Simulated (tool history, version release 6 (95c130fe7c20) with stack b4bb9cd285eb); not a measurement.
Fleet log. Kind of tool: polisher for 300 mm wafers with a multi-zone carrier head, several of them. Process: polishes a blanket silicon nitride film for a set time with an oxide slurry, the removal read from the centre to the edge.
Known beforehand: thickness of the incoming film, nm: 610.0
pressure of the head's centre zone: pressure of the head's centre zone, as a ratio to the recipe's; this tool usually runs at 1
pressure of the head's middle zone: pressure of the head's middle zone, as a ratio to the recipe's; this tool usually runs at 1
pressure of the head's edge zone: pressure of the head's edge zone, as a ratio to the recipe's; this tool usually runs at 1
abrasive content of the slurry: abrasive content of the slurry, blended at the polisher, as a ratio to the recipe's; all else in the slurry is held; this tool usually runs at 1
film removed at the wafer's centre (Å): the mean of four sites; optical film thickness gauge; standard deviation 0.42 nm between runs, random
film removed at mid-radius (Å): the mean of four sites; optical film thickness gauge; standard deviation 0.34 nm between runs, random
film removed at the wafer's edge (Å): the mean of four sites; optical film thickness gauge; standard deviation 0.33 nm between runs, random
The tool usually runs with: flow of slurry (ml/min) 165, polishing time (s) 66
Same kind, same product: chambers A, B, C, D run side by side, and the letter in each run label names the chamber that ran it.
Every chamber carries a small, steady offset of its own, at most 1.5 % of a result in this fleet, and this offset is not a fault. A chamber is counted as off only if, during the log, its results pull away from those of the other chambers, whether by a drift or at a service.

run	hour	flow of slurry (ml/min)	pressure of the head's centre zone	pressure of the head's middle zone	pressure of the head's edge zone	abrasive content of the slurry	polishing time (s)	wafers polished on this pad	hours since the slurry nozzle was cleaned	hours since the centre zone pressure was calibrated	hours since the edge zone pressure was calibrated	film removed at the wafer's centre (Å)	film removed at mid-radius (Å)	film removed at the wafer's edge (Å)
1D	14.3	165	1	1	1	1	66	985	129.3	780.4	1107.2	295.77	294.88	297.92
# hour 17: chamber A: centre zone pressure recalibrated
2A	26.1	165	1	1	1	1	66	518	150.5	9.1	184.5	297.47	293.96	301.25
3C	38.6	165	1	1	1	1	66	533	71.4	449.9	370.7	302.16	293.04	296.23
4B	51.8	165	1	1	1	1	66	794	504.7	1045.1	797.4	295.3	297.99	301.84
# hour 59.4: chamber B: worn pad replaced by a new one
5A	62.3	165	1	1	1	1	66	844	186.7	45.3	220.7	281.69	289.62	298.16
6C	70.5	165	1	1	1	1	66	820	103.3	481.8	402.6	293.76	297.4	297.94
# hour 71.8: chamber D: worn pad replaced by a new one
7D	77.8	165	1	1	1	1	66	54	192.8	843.9	1170.7	294.13	296.37	290.75
8B	87.6	165	1	1	1	1	66	254	540.5	1080.9	833.2	296.85	295.57	297.79
# hour 95.8: chamber B: centre zone pressure recalibrated
# hour 100.2: chamber B: edge zone pressure recalibrated
9A	102.9	165	1	1	1	1	66	1210	227.3	85.9	261.3	291.21	296.02	297.22
10C	115.7	165	1	1	1	1	66	1227	148.5	527	447.8	300.68	292.61	296.28
# hour 116.4: chamber D: slurry nozzle cleaned
11D	128.2	165	1	1	1	1	66	508	11.9	894.3	1221.1	298.6	296.22	294.22
# hour 128.5: chamber D: edge zone pressure recalibrated
# hour 133.8: chamber C: worn pad replaced by a new one
# hour 137.8: chamber D: centre zone pressure recalibrated
12B	142.5	130	1	0.93	1	1	66	748	595.4	46.8	42.3	280.94	261.3	287.8
13A	150.4	130	1	0.93	1	1	66	1638	274.8	133.4	308.8	279.67	256.9	285.89
# hour 157.9: chamber B: worn pad replaced by a new one
14D	162.5	130	1	0.93	1	1	66	817	46.2	24.8	34.1	276.87	263.58	291.72
15B	174.1	130	1	0.93	1	1	66	146	627	78.4	73.9	282.87	265.61	293.57
16C	188.6	165	1	1	1	1	66	494	221.4	599.9	520.7	298.53	291.71	305.12
# hour 200: chamber A: edge zone pressure recalibrated
17C	205.2	165	1	1	1	1	66	643	238	616.5	537.3	296.61	295.8	296.93
# hour 212.8: chamber C: edge zone pressure recalibrated
18D	215.5	165	1	1	1	1	66	1294	99.2	77.8	87.1	303.31	294.65	294.92
# hour 226.6: chamber A: slurry nozzle cleaned
# hour 226.6: chamber D: worn pad replaced by a new one
19A	231.3	165	1	1	1	1	66	2366	4.7	214.3	31.3	290.45	286.84	287.28
# hour 237.2: chamber B: slurry nozzle cleaned
20B	247.1	165	1	1	1	1	66	803	10	151.4	146.9	291.15	294.96	300.63
# hour 251.9: chamber B: worn pad replaced by a new one
21A	258.6	165	1	1	1	1	66	2612	32	241.6	58.6	285.68	284.79	291.76
22B	273.6	165	1	1	1	1	66	195	36.5	177.9	173.4	295.19	298.02	297.8
# hour 278.4: chamber C: worn pad replaced by a new one
23C	286.1	165	1	1	1	1	66	69	318.9	697.4	73.3	290.81	295.37	295.75
24D	295.4	165	1	1	1	1	66	620	179.1	157.7	167	299.08	294.85	295.13
25C	311.8	165	1	1	1	1	66	301	344.6	723.1	99	290.71	294.68	299.15
# hour 315.2: chamber C: slurry nozzle cleaned
# hour 323.1: chamber D: slurry nozzle cleaned
26A	323.3	165	1	1	1	0.8	80	3194	96.7	306.3	123.3	298.77	295.92	310.62
27D	339.9	165	1	1	1	0.8	80	1020	16.9	202.2	211.5	326.07	326.95	322.09
28B	354	165	1	1	1	0.8	80	919	116.9	258.3	253.8	318.76	320.15	320.46
# hour 359.5: chamber B: worn pad replaced by a new one
29D	369.2	165	1	1	1	0.8	80	1284	46.2	231.5	240.8	311.35	321.93	314.02
30B	378.8	165	1	1	1	1	66	174	141.7	283.1	278.6	296.14	296.06	299.95
31A	389.4	165	1	1	1	1	66	3789	162.8	372.4	189.4	272.43	266.46	277.29
# hour 390.7: chamber D: worn pad replaced by a new one
32C	396.7	165	1	1	1	1	66	1065	81.5	808	183.9	294.38	302.2	296.4
# hour 408: chamber C: worn pad replaced by a new one
33D	408.3	165	1	1	1	1	66	158	85.3	270.6	279.9	294.42	296.97	298.31
34C	420.2	165	1	1	1	1	66	110	105	831.5	207.4	285.8	294.07	304.65
35A	428.6	115	1	1	1	1	86	4142	202	411.6	228.6	314.83	319.2	341.67
36B	438.6	115	1	1	1	1	86	712	201.5	342.9	338.4	360.45	368.16	362.42
37A	446.6	115	1	1	1	1	86	4304	220	429.6	246.6	316.73	312.24	328.63
38D	459.6	115	1	1	1	1	86	620	136.6	321.9	331.2	351.9	353.48	364.5
# hour 468.2: chamber B: worn pad replaced by a new one
39C	474.1	165	1	1	1	1	66	595	158.9	885.4	261.3	292.49	296.98	299.51
40B	485.2	165	1.07	1	1	1.3	66	153	248.1	389.5	385	358.85	335.03	323.41
41B	498.7	165	1.07	1	1	1.3	66	274	261.6	403	398.5	360.93	332.15	336.32

Which is it: a chamber that has drifted or been left off by a service, a gauge drift common to all chambers, or only each chamber's usual small offset? If a chamber is off, name it and its likeliest cause.

Little by little, chamber A moves away from the other chambers.
Cause: removal rate lost through wear of the pad, % = 13.2.

Below are 4 candidate recipes for chamber A's next run, each the usual settings with a change, their results shown as question marks. Which of them brings A's results back in line with what the other chambers give on the usual settings?
Counts as in line when no further than this from what the other chambers average on the usual settings: film removed at the wafer's centre (Å) 15; film removed at mid-radius (Å) 12; film removed at the wafer's edge (Å) 12
42A-1	510.7	160	1	0.99	1	0.95	59					?	?	?
42A-2	510.7	170	1.01	1.01	1	1.05	74					?	?	?
42A-3	510.7	165	1	1.01	1	1	69					?	?	?
42A-4	510.7	165	1	0.99	1	1	63					?	?	?

Usual-settings mean across the other chambers: film removed at the wafer's centre (Å) 295.07; film removed at mid-radius (Å) 296.97; film removed at the wafer's edge (Å) 297.67
run	film removed at the wafer's centre (Å)	film removed at mid-radius (Å)	film removed at the wafer's edge (Å)
42A-1	220.16	219.93	226.84
42A-2	295.63	297.06	299.94
42A-3	265.27	269.64	272.62
42A-4	242.17	241.76	248.98
With 42A-2, the chamber falls back in line with the rest.

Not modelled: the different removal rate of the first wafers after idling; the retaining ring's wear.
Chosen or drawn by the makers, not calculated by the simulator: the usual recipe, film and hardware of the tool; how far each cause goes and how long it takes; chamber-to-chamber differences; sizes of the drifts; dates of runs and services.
